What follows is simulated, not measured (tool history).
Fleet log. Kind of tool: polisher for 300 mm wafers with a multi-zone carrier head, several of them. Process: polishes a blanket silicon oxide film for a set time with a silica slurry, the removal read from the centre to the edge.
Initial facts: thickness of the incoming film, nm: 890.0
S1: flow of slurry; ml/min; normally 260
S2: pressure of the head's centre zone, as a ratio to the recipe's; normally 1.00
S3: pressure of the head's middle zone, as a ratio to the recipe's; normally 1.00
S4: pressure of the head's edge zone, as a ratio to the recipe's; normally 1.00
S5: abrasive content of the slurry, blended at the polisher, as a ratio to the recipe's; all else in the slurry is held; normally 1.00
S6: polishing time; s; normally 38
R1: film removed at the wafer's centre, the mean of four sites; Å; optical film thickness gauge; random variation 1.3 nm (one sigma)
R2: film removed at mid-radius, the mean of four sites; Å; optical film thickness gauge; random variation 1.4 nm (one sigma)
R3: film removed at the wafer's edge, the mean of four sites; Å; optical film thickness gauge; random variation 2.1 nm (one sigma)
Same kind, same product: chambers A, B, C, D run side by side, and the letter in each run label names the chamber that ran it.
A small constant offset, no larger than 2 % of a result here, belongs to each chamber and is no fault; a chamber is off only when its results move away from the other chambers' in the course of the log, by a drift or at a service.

run	day	S1	S2	S3	S4	S5	S6	R1	R2	R3
1A	0.267	260	1.00	1.00	1.00	1.00	38	1574.2	1606.5	1577.9
2B	0.654	260	1.00	1.00	1.00	1.00	38	1614.4	1581.3	1560.8
# day 0.729: chamber B: worn pad replaced by a new one
# day 0.804: chamber C: worn pad replaced by a new one
3C	1.150	260	1.00	1.00	1.00	1.00	38	1608.2	1590.9	1574.2
4D	1.575	260	1.00	1.00	1.00	1.00	38	1584.7	1602.4	1582.1
5C	1.854	230	1.00	1.00	1.00	1.00	38	1531.4	1595.4	1571.8
# day 2.162: chamber D: worn pad replaced by a new one
6B	2.238	230	1.00	1.00	1.00	1.00	38	1570.8	1563.4	1550.7
7A	2.762	230	1.00	1.00	1.00	1.00	38	1579.1	1539.2	1560.2
# day 2.975: chamber A: worn pad replaced by a new one
8D	3.225	230	1.00	1.00	1.00	1.00	38	1536.9	1561.5	1602.4
# day 3.596: chamber C: slurry nozzle cleaned
9A	3.717	260	1.00	1.00	1.00	1.00	38	1588.3	1578.1	1616.2
10C	4.038	260	1.00	1.00	1.00	1.00	38	1592.3	1616.0	1583.9
11D	4.350	260	1.00	1.00	1.00	1.00	38	1537.4	1600.5	1623.8
12B	4.621	260	1.00	1.00	1.00	1.10	38	1682.3	1648.0	1689.2
# day 4.767: chamber B: worn pad replaced by a new one
13B	4.942	260	1.00	1.00	1.00	1.10	38	1671.5	1636.6	1694.2
14C	5.192	260	1.00	1.00	1.00	1.10	38	1656.7	1664.9	1675.6
15D	5.679	260	1.00	1.00	1.00	1.10	38	1624.1	1650.5	1639.0
# day 5.796: chamber D: centre zone pressure recalibrated
16A	5.971	260	1.00	1.00	1.00	1.00	38	1573.8	1586.4	1567.5
# day 6.129: chamber C: worn pad replaced by a new one
# day 6.242: chamber A: worn pad replaced by a new one
17C	6.429	260	1.00	1.00	1.00	1.00	38	1595.2	1610.9	1604.0
# day 6.567: chamber B: edge zone pressure recalibrated
18A	6.967	260	1.00	1.00	1.00	1.00	38	1593.6	1568.2	1583.5
# day 7.488: chamber D: worn pad replaced by a new one
19B	7.492	260	1.00	0.96	1.00	1.25	38	1783.1	1686.6	1733.2
20D	7.767	260	1.00	0.96	1.00	1.25	38	1699.7	1705.1	1764.4
21A	8.133	260	1.00	0.96	1.00	1.25	38	1759.3	1704.8	1764.4
22C	8.371	260	1.00	0.96	1.00	1.25	38	1749.2	1681.7	1754.0
23B	8.633	260	1.00	1.00	1.00	1.00	38	1613.4	1591.4	1608.0
24D	9.112	260	1.00	1.00	1.00	1.00	38	1578.6	1605.2	1605.7
25B	9.358	260	1.00	1.00	1.00	1.00	38	1613.6	1593.0	1603.3
# day 9.567: chamber B: worn pad replaced by a new one
26D	9.838	260	1.00	1.00	1.00	1.00	38	1560.5	1570.5	1578.4
# day 10.075: chamber A: edge zone pressure recalibrated
# day 10.121: chamber A: worn pad replaced by a new one
27A	10.233	260	1.11	1.00	1.00	1.00	27	1267.2	1141.1	1115.3
28C	10.575	260	1.11	1.00	1.00	1.00	27	1257.2	1156.4	1106.2
# day 10.933: chamber C: worn pad replaced by a new one
29C	11.038	260	1.11	1.00	1.00	1.00	27	1287.4	1128.6	1138.7
30D	11.367	260	1.11	1.00	1.00	1.00	27	1246.2	1143.1	1157.3
31B	11.904	260	1.00	1.00	0.89	1.00	43	1807.6	1779.8	1704.4
32A	12.179	260	1.00	1.00	0.89	1.00	43	1804.5	1784.7	1676.4
# day 12.562: chamber D: worn pad replaced by a new one
33A	12.704	260	1.00	1.00	0.89	1.00	43	1818.5	1806.4	1682.4
34C	13.000	260	1.00	1.00	0.89	1.00	43	1810.8	1805.1	1682.3
# day 13.129: chamber C: slurry nozzle cleaned
35D	13.438	260	1.00	1.00	1.00	1.00	38	1529.5	1575.4	1602.5
# day 13.604: chamber A: worn pad replaced by a new one
# day 13.721: chamber B: worn pad replaced by a new one
36B	13.758	260	1.00	1.00	1.00	1.00	38	1611.0	1558.0	1603.5
# day 14.025: chamber A: centre zone pressure recalibrated
37C	14.275	260	1.00	1.00	1.00	1.00	38	1584.0	1594.4	1609.6
38D	14.562	260	1.00	1.00	1.00	1.00	38	1557.2	1621.5	1609.6
39A	14.833	260	1.00	1.00	1.00	1.00	38	1610.3	1602.2	1590.1

Next, every chamber runs the same settings. What will each give?
40A	15.225	185	1.00	1.00	1.00	1.00	38	?	?	?
40B	15.225	185	1.00	1.00	1.00	1.00	38	?	?	?
40C	15.225	185	1.00	1.00	1.00	1.00	38	?	?	?
40D	15.225	185	1.00	1.00	1.00	1.00	38	?	?	?

run	R1	R2	R3
40A	1510.6	1515.1	1519.2
40B	1520.4	1519.8	1558.7
40C	1492.1	1525.7	1520.3
40D	1491.7	1523.0	1582.7
